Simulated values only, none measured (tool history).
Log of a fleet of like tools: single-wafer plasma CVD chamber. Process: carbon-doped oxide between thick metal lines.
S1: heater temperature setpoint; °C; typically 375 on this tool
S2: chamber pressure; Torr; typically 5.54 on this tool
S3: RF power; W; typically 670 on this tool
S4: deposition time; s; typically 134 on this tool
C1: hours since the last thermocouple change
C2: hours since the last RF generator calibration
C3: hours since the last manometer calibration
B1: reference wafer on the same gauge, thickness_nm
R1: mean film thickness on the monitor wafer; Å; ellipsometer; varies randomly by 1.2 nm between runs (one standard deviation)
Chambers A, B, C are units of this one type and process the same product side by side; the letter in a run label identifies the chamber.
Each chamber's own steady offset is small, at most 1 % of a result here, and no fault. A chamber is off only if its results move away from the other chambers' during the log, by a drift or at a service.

| run | hour | S1 | S2 | S3 | S4 | C1 | C2 | C3 | B1 | R1 |
|---|---|---|---|---|---|---|---|---|---|---|
| 1A | 6.5 | 375 | 5.54 | 670 | 134 | 1222.8 | 93.7 | 295.3 | 777.15 | 7685.4 |
| 2B | 16.0 | 375 | 5.54 | 670 | 134 | 591.7 | 617.4 | 2668.9 | 777.30 | 7702.2 |
| 3C | 21.5 | 375 | 5.54 | 670 | 134 | 270.9 | 247.1 | 1550.3 | 777.26 | 7800.1 |
| 4C | 28.4 | 375 | 5.54 | 670 | 134 | 277.8 | 254.0 | 1557.2 | 777.85 | 7813.2 |
| 5B | 33.0 | 375 | 5.54 | 670 | 134 | 608.7 | 634.4 | 2685.9 | 777.52 | 7706.1 |
| 6A | 41.6 | 375 | 5.54 | 670 | 134 | 1257.9 | 128.8 | 330.4 | 777.55 | 7690.0 |
| 7C | 49.8 | 375 | 5.54 | 670 | 134 | 299.2 | 275.4 | 1578.6 | 777.69 | 7796.7 |
| 8A | 57.4 | 375 | 5.54 | 670 | 134 | 1273.7 | 144.6 | 346.2 | 777.85 | 7684.1 |
| 9B | 62.8 | 375 | 5.54 | 670 | 134 | 638.5 | 664.2 | 2715.7 | 778.10 | 7698.7 |
| 10C | 67.3 | 375 | 5.54 | 670 | 134 | 316.7 | 292.9 | 1596.1 | 777.86 | 7789.8 |
| 11B | 72.0 | 375 | 5.54 | 670 | 134 | 647.7 | 673.4 | 2724.9 | 777.90 | 7700.9 |
| 12A | 80.7 | 375 | 5.54 | 670 | 134 | 1297.0 | 167.9 | 369.5 | 778.26 | 7696.4 |
| 13C | 89.9 | 375 | 5.54 | 670 | 134 | 339.3 | 315.5 | 1618.7 | 778.25 | 7812.1 |
| 14B | 98.1 | 387 | 5.07 | 670 | 134 | 673.8 | 699.5 | 2751.0 | 778.74 | 7445.9 |
| 15A | 104.2 | 387 | 5.07 | 670 | 134 | 1320.5 | 191.4 | 393.0 | 778.57 | 7430.9 |
| 16A | 112.6 | 387 | 5.07 | 670 | 134 | 1328.9 | 199.8 | 401.4 | 778.77 | 7438.0 |
|  | 117.2 | chamber B: capacitance manometer re-zeroed and calibrated |
| 17C | 119.5 | 381 | 4.61 | 670 | 134 | 368.9 | 345.1 | 1648.3 | 779.25 | 7519.7 |
| 18B | 124.6 | 381 | 4.61 | 670 | 134 | 700.3 | 726.0 | 7.5 | 779.26 | 7417.9 |
| 19C | 131.9 | 381 | 4.61 | 670 | 134 | 381.3 | 357.5 | 1660.7 | 779.03 | 7526.5 |
| 20B | 139.7 | 375 | 5.54 | 670 | 134 | 715.4 | 741.1 | 22.6 | 779.55 | 7709.5 |
| 21A | 148.9 | 375 | 5.54 | 670 | 134 | 1365.2 | 236.1 | 437.7 | 779.43 | 7720.4 |
| 22B | 153.1 | 375 | 5.54 | 670 | 134 | 728.8 | 754.5 | 36.0 | 779.54 | 7712.7 |
| 23A | 162.2 | 375 | 5.54 | 670 | 134 | 1378.5 | 249.4 | 451.0 | 779.76 | 7717.0 |
| 24C | 170.2 | 375 | 5.54 | 670 | 134 | 419.6 | 395.8 | 1699.0 | 779.66 | 7815.0 |
| 25A | 179.8 | 375 | 5.54 | 670 | 134 | 1396.1 | 267.0 | 468.6 | 779.88 | 7716.0 |
| 26B | 187.8 | 375 | 5.54 | 670 | 134 | 763.5 | 789.2 | 70.7 | 780.05 | 7730.0 |
| 27C | 197.0 | 375 | 5.54 | 670 | 134 | 446.4 | 422.6 | 1725.8 | 780.39 | 7827.9 |
| 28B | 206.0 | 375 | 5.54 | 670 | 134 | 781.7 | 807.4 | 88.9 | 780.25 | 7722.1 |
| 29A | 214.3 | 375 | 5.54 | 670 | 134 | 1430.6 | 301.5 | 503.1 | 780.60 | 7719.0 |
| 30C | 222.9 | 375 | 5.54 | 670 | 134 | 472.3 | 448.5 | 1751.7 | 780.46 | 7832.7 |
| 31C | 228.8 | 375 | 5.54 | 760 | 134 | 478.2 | 454.4 | 1757.6 | 780.45 | 8444.7 |
| 32A | 234.2 | 375 | 5.54 | 760 | 134 | 1450.5 | 321.4 | 523.0 | 780.97 | 8294.2 |
| 33B | 239.7 | 375 | 5.54 | 760 | 134 | 815.4 | 841.1 | 122.6 | 781.26 | 8294.1 |
| 34A | 247.3 | 375 | 5.54 | 670 | 134 | 1463.6 | 334.5 | 536.1 | 780.63 | 7725.2 |
| 35C | 256.6 | 375 | 5.54 | 670 | 134 | 506.0 | 482.2 | 1785.4 | 781.19 | 7836.4 |
| 36B | 265.7 | 375 | 5.54 | 670 | 152 | 841.4 | 867.1 | 148.6 | 781.38 | 8745.7 |
| 37B | 273.0 | 375 | 5.54 | 670 | 152 | 848.7 | 874.4 | 155.9 | 781.37 | 8770.8 |
| 38A | 281.8 | 375 | 5.54 | 670 | 152 | 1498.1 | 369.0 | 570.6 | 781.50 | 8756.7 |
| 39C | 287.6 | 375 | 5.54 | 670 | 134 | 537.0 | 513.2 | 1816.4 | 781.56 | 7842.2 |
| 40A | 294.3 | 375 | 5.54 | 670 | 134 | 1510.6 | 381.5 | 583.1 | 781.75 | 7737.0 |

For the next run the whole fleet of 3 chambers uses the same settings. Give each chamber's results:
| 41A | 301.2 | 375 | 5.54 | 670 | 134 |  |  |  |  | ? |
| 41B | 301.2 | 375 | 5.54 | 670 | 134 |  |  |  |  | ? |
| 41C | 301.2 | 375 | 5.54 | 670 | 134 |  |  |  |  | ? |

| run | R1 |
|---|---|
| 41A | 7706.0 |
| 41B | 7732.8 |
| 41C | 7845.6 |

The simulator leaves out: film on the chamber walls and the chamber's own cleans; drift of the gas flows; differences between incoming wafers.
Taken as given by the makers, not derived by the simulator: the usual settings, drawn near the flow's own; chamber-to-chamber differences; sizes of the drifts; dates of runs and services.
